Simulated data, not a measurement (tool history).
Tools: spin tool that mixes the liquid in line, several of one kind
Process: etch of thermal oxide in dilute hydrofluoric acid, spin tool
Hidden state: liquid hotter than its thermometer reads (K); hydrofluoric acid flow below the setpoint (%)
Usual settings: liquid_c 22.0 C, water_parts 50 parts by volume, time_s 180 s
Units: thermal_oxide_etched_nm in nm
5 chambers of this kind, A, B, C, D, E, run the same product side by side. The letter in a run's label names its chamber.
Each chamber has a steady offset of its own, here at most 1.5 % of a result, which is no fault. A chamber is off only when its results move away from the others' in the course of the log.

| run | hour | liquid_c | water_parts | time_s | hours since the thermometer was replaced | hours since the hydrofluoric acid flow meter was replaced | read-back film thickness of the thermal oxide reference wafer, read on the same gauge (nm) | thermal_oxide_etched_nm |
|---|---|---|---|---|---|---|---|---|
| 1B | 3.9 | 22.0 | 50 | 180 | 546.6 | 684.0 | 70.022 | 15.756 |
| 2D | 6.4 | 22.0 | 50 | 180 | 1032.1 | 493.3 | 69.976 | 16.276 |
| 3A | 10.7 | 22.0 | 50 | 180 | 944.7 | 1016.0 | 69.983 | 15.943 |
| 4C | 14.1 | 22.0 | 50 | 180 | 707.5 | 838.4 | 70.003 | 15.765 |
| 5E | 16.0 | 26.5 | 50 | 180 | 968.0 | 262.8 | 70.017 | 19.254 |
| 6C | 19.6 | 26.5 | 50 | 180 | 713.0 | 843.9 | 69.977 | 18.993 |
| 7E | 23.1 | 26.5 | 50 | 180 | 975.1 | 269.9 | 69.998 | 19.182 |
| 8D | 25.9 | 26.5 | 50 | 180 | 1051.6 | 512.8 | 69.986 | 19.341 |
| 9A | 27.8 | 26.5 | 50 | 180 | 961.8 | 1033.1 | 69.999 | 18.983 |
| 10B | 30.6 | 22.0 | 50 | 180 | 573.3 | 710.7 | 70.001 | 16.077 |
| 11B | 32.5 | 22.0 | 50 | 180 | 575.2 | 712.6 | 69.995 | 15.992 |
| 12D | 35.1 | 22.0 | 50 | 180 | 1060.8 | 522.0 | 70.008 | 15.935 |
| 13C | 37.1 | 22.0 | 50 | 180 | 730.5 | 861.4 | 70.017 | 16.038 |
| 14E | 39.5 | 22.0 | 50 | 180 | 991.5 | 286.3 | 69.996 | 16.281 |
| 15A | 41.9 | 22.0 | 50 | 180 | 975.9 | 1047.2 | 69.979 | 15.752 |
| 16C | 45.7 | 22.0 | 50 | 180 | 739.1 | 870.0 | 69.988 | 15.933 |
| 17D | 47.9 | 25.5 | 50 | 180 | 1073.6 | 534.8 | 69.991 | 18.598 |
| 18A | 52.0 | 25.5 | 50 | 180 | 986.0 | 1057.3 | 70.011 | 18.564 |
| 19B | 54.7 | 25.5 | 50 | 180 | 597.4 | 734.8 | 69.980 | 18.456 |
| 20E | 58.4 | 25.5 | 50 | 180 | 1010.4 | 305.2 | 69.976 | 18.497 |
| 21D | 61.7 | 25.5 | 50 | 180 | 1087.4 | 548.6 | 69.999 | 18.657 |
| 22A | 66.0 | 22.0 | 50 | 180 | 1000.0 | 1071.3 | 70.004 | 16.088 |
|  | 66.5 | chamber D: hydrofluoric acid flow meter replaced |
| 23B | 69.0 | 22.0 | 50 | 180 | 611.7 | 749.1 | 70.005 | 15.960 |
| 24E | 72.7 | 22.0 | 50 | 180 | 1024.7 | 319.5 | 69.989 | 15.868 |
| 25C | 75.0 | 22.0 | 50 | 180 | 768.4 | 899.3 | 70.002 | 15.753 |
| 26C | 78.8 | 22.0 | 50 | 180 | 772.2 | 903.1 | 69.998 | 15.962 |
| 27B | 82.0 | 22.0 | 50 | 180 | 624.7 | 762.1 | 69.995 | 16.107 |
| 28D | 85.7 | 22.0 | 50 | 180 | 1111.4 | 19.3 | 70.013 | 16.152 |
| 29E | 87.9 | 22.0 | 50 | 180 | 1039.9 | 334.7 | 70.009 | 16.142 |
| 30A | 91.2 | 22.0 | 50 | 180 | 1025.2 | 1096.5 | 70.022 | 15.863 |
| 31E | 95.2 | 22.0 | 50 | 180 | 1047.2 | 342.0 | 69.993 | 15.817 |
| 32B | 97.8 | 22.0 | 50 | 180 | 640.5 | 777.9 | 69.965 | 16.046 |
| 33A | 100.7 | 22.0 | 50 | 180 | 1034.7 | 1106.0 | 69.982 | 15.976 |
| 34C | 104.4 | 22.0 | 50 | 180 | 797.8 | 928.7 | 70.031 | 15.664 |
| 35D | 108.3 | 22.0 | 50 | 180 | 1134.0 | 41.9 | 69.988 | 16.212 |
| 36C | 112.1 | 22.0 | 50 | 180 | 805.5 | 936.4 | 69.989 | 15.870 |
| 37D | 115.3 | 22.0 | 50 | 180 | 1141.0 | 48.9 | 70.008 | 16.001 |
| 38B | 119.1 | 22.0 | 50 | 180 | 661.8 | 799.2 | 70.031 | 16.030 |
| 39A | 121.0 | 22.0 | 50 | 180 | 1055.0 | 1126.3 | 70.010 | 15.996 |
| 40E | 123.2 | 22.0 | 50 | 180 | 1075.2 | 370.0 | 69.999 | 15.738 |
| 41B | 127.5 | 22.0 | 50 | 180 | 670.2 | 807.6 | 70.020 | 15.896 |
| 42C | 130.4 | 22.0 | 50 | 180 | 823.8 | 954.7 | 70.007 | 15.939 |
| 43E | 133.9 | 22.0 | 50 | 180 | 1085.9 | 380.7 | 69.992 | 16.060 |

Is one chamber off against the others, does the gauge drift, or is nothing wrong? If a chamber is off, say which, and what the likeliest cause is.

No chamber stands off beyond its own small offset, and the gauge holds steady.

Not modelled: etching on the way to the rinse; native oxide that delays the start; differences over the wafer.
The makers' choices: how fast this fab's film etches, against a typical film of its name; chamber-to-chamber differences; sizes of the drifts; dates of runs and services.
